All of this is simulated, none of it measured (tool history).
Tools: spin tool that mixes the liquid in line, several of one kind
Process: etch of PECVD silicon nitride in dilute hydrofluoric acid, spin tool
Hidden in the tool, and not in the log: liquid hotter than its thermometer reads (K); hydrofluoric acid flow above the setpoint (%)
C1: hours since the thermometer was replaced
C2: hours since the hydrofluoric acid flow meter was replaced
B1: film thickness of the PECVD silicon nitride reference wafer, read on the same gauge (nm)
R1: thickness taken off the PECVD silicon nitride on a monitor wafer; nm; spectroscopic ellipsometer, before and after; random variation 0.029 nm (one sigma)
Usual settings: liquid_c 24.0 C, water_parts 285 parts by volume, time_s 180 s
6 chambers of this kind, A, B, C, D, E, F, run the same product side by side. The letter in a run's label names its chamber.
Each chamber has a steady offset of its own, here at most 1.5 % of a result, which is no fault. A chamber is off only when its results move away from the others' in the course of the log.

{"run": "1F", "hour": 6.4, "liquid_c": 24.0, "water_parts": 285, "time_s": 180, "C1": 1305.0, "C2": 1518.0, "B1": 150.01, "R1": 2.6918}
{"run": "2C", "hour": 13.2, "liquid_c": 24.0, "water_parts": 285, "time_s": 180, "C1": 713.5, "C2": 1768.3, "B1": 150.01, "R1": 2.6531}
{"run": "3D", "hour": 19.9, "liquid_c": 24.0, "water_parts": 285, "time_s": 180, "C1": 356.6, "C2": 1034.8, "B1": 149.99, "R1": 2.6777}
{"run": "4E", "hour": 24.8, "liquid_c": 24.0, "water_parts": 285, "time_s": 180, "C1": 856.2, "C2": 38.4, "B1": 149.99, "R1": 2.6673}
{"run": "5A", "hour": 32.2, "liquid_c": 24.0, "water_parts": 285, "time_s": 180, "C1": 203.1, "C2": 815.9, "B1": 150.0, "R1": 2.7056}
{"run": "6B", "hour": 37.0, "liquid_c": 24.0, "water_parts": 285, "time_s": 180, "C1": 586.8, "C2": 757.8, "B1": 150.01, "R1": 2.5952}
{"run": "7F", "hour": 40.4, "liquid_c": 24.0, "water_parts": 285, "time_s": 180, "C1": 1339.0, "C2": 1552.0, "B1": 149.98, "R1": 2.7122}
{"run": "8D", "hour": 44.5, "liquid_c": 24.0, "water_parts": 285, "time_s": 180, "C1": 381.2, "C2": 1059.4, "B1": 150.0, "R1": 2.7019}
{"run": "9A", "hour": 51.0, "liquid_c": 24.0, "water_parts": 285, "time_s": 180, "C1": 221.9, "C2": 834.7, "B1": 150.01, "R1": 2.7206}
{"run": "10B", "hour": 57.7, "liquid_c": 24.0, "water_parts": 285, "time_s": 180, "C1": 607.5, "C2": 778.5, "B1": 149.99, "R1": 2.7135}
{"run": "11C", "hour": 63.6, "liquid_c": 28.0, "water_parts": 225, "time_s": 180, "C1": 763.9, "C2": 1818.7, "B1": 150.02, "R1": 4.3727}
{"run": "12E", "hour": 70.2, "liquid_c": 28.0, "water_parts": 225, "time_s": 180, "C1": 901.6, "C2": 83.8, "B1": 150.01, "R1": 4.2955}
{"run": "13B", "hour": 75.3, "liquid_c": 28.0, "water_parts": 225, "time_s": 180, "C1": 625.1, "C2": 796.1, "B1": 149.98, "R1": 4.2488}
{"run": "14E", "hour": 79.5, "liquid_c": 28.0, "water_parts": 225, "time_s": 180, "C1": 910.9, "C2": 93.1, "B1": 150.01, "R1": 4.2955}
{"run": "15F", "hour": 83.8, "liquid_c": 28.0, "water_parts": 225, "time_s": 180, "C1": 1382.4, "C2": 1595.4, "B1": 150.01, "R1": 4.3864}
{"run": "16A", "hour": 88.9, "liquid_c": 28.0, "water_parts": 225, "time_s": 180, "C1": 259.8, "C2": 872.6, "B1": 150.0, "R1": 4.4091}
{"run": "17D", "hour": 92.3, "liquid_c": 24.0, "water_parts": 340, "time_s": 180, "C1": 429.0, "C2": 1107.2, "B1": 149.99, "R1": 2.2381}
{"run": "18C", "hour": 97.6, "liquid_c": 24.0, "water_parts": 340, "time_s": 180, "C1": 797.9, "C2": 1852.7, "B1": 150.01, "R1": 2.258}
{"run": "19B", "hour": 102.9, "liquid_c": 24.0, "water_parts": 340, "time_s": 180, "C1": 652.7, "C2": 823.7, "B1": 150.0, "R1": 2.2816}
{"run": "20F", "hour": 106.9, "liquid_c": 24.0, "water_parts": 340, "time_s": 180, "C1": 1405.5, "C2": 1618.5, "B1": 150.02, "R1": 2.2994}
{"run": "21C", "hour": 114.1, "liquid_c": 24.0, "water_parts": 340, "time_s": 180, "C1": 814.4, "C2": 1869.2, "B1": 150.0, "R1": 2.2588}
{"run": "22D", "hour": 121.8, "liquid_c": 24.0, "water_parts": 340, "time_s": 180, "C1": 458.5, "C2": 1136.7, "B1": 149.99, "R1": 2.2277}
{"run": "23A", "hour": 128.9, "liquid_c": 24.0, "water_parts": 285, "time_s": 180, "C1": 299.8, "C2": 912.6, "B1": 149.99, "R1": 2.7338}
{"run": "24E", "hour": 135.5, "liquid_c": 24.0, "water_parts": 285, "time_s": 180, "C1": 966.9, "C2": 149.1, "B1": 150.01, "R1": 2.6481}
{"run": "25D", "hour": 140.5, "liquid_c": 24.0, "water_parts": 285, "time_s": 180, "C1": 477.2, "C2": 1155.4, "B1": 149.99, "R1": 2.6238}
{"run": "26B", "hour": 147.8, "liquid_c": 24.0, "water_parts": 285, "time_s": 180, "C1": 697.6, "C2": 868.6, "B1": 149.99, "R1": 2.7474}
{"run": "27F", "hour": 152.5, "liquid_c": 24.0, "water_parts": 285, "time_s": 180, "C1": 1451.1, "C2": 1664.1, "B1": 150.0, "R1": 2.7196}
{"run": "28E", "hour": 155.9, "liquid_c": 24.0, "water_parts": 285, "time_s": 180, "C1": 987.3, "C2": 169.5, "B1": 150.0, "R1": 2.6473}
{"run": "29A", "hour": 160.2, "liquid_c": 20.5, "water_parts": 285, "time_s": 180, "C1": 331.1, "C2": 943.9, "B1": 149.99, "R1": 2.1693}
{"run": "30C", "hour": 167.4, "liquid_c": 20.5, "water_parts": 285, "time_s": 180, "C1": 867.7, "C2": 1922.5, "B1": 149.98, "R1": 2.191}
{"run": "31C", "hour": 172.8, "liquid_c": 20.5, "water_parts": 285, "time_s": 180, "C1": 873.1, "C2": 1927.9, "B1": 149.99, "R1": 2.147}
{"run": "32D", "hour": 178.9, "liquid_c": 20.5, "water_parts": 285, "time_s": 180, "C1": 515.6, "C2": 1193.8, "B1": 150.0, "R1": 2.1655}
{"hour": 183.1, "done": "chamber C: hydrofluoric acid flow meter replaced"}
{"run": "33B", "hour": 184.7, "liquid_c": 20.5, "water_parts": 285, "time_s": 180, "C1": 734.5, "C2": 905.5, "B1": 150.02, "R1": 2.3061}
{"run": "34A", "hour": 190.4, "liquid_c": 20.5, "water_parts": 285, "time_s": 180, "C1": 361.3, "C2": 974.1, "B1": 149.99, "R1": 2.1152}
{"run": "35F", "hour": 194.9, "liquid_c": 24.0, "water_parts": 285, "time_s": 180, "C1": 1493.5, "C2": 1706.5, "B1": 150.0, "R1": 2.7448}
{"run": "36E", "hour": 198.6, "liquid_c": 24.0, "water_parts": 285, "time_s": 180, "C1": 1030.0, "C2": 212.2, "B1": 150.01, "R1": 2.6529}
{"run": "37E", "hour": 205.3, "liquid_c": 24.0, "water_parts": 285, "time_s": 180, "C1": 1036.7, "C2": 218.9, "B1": 150.01, "R1": 2.6706}
{"run": "38B", "hour": 209.2, "liquid_c": 24.0, "water_parts": 285, "time_s": 180, "C1": 759.0, "C2": 930.0, "B1": 149.99, "R1": 2.8655}
{"run": "39F", "hour": 213.9, "liquid_c": 24.0, "water_parts": 285, "time_s": 180, "C1": 1512.5, "C2": 1725.5, "B1": 150.02, "R1": 2.7321}
{"run": "40C", "hour": 219.4, "liquid_c": 24.0, "water_parts": 285, "time_s": 180, "C1": 919.7, "C2": 36.4, "B1": 150.0, "R1": 2.6772}
{"run": "41D", "hour": 224.8, "liquid_c": 24.0, "water_parts": 285, "time_s": 180, "C1": 561.5, "C2": 1239.7, "B1": 149.99, "R1": 2.6671}

Is one chamber off against the others, does the gauge drift, or is nothing wrong? If a chamber is off, say which, and what the likeliest cause is.

Chamber B drifts away from the others.
Cause: liquid hotter than its thermometer reads (K) = 1.58.
The log may not tell that from: hydrofluoric acid flow above the setpoint (%).

Here are 4 candidates for chamber B's next run, each the usual settings with a change, their results left as question marks. Which one brings its results back in line with what the others give on the usual settings?
In line means no further than this from the other chambers' mean on the usual settings: R1 0.1000 nm
{"run": "42B-1", "hour": 230.3, "liquid_c": 24.0, "water_parts": 285, "time_s": 165, "R1": "?"}
{"run": "42B-2", "hour": 230.3, "liquid_c": 24.5, "water_parts": 270, "time_s": 195, "R1": "?"}
{"run": "42B-3", "hour": 230.3, "liquid_c": 24.0, "water_parts": 275, "time_s": 185, "R1": "?"}
{"run": "42B-4", "hour": 230.3, "liquid_c": 24.0, "water_parts": 305, "time_s": 165, "R1": "?"}

The other chambers' mean on the usual settings: R1 2.6850 nm
run=42B-1 R1=2.6662
run=42B-2 R1=3.4291
run=42B-3 R1=3.0998
run=42B-4 R1=2.4889
42B-1 brings the chamber back in line.

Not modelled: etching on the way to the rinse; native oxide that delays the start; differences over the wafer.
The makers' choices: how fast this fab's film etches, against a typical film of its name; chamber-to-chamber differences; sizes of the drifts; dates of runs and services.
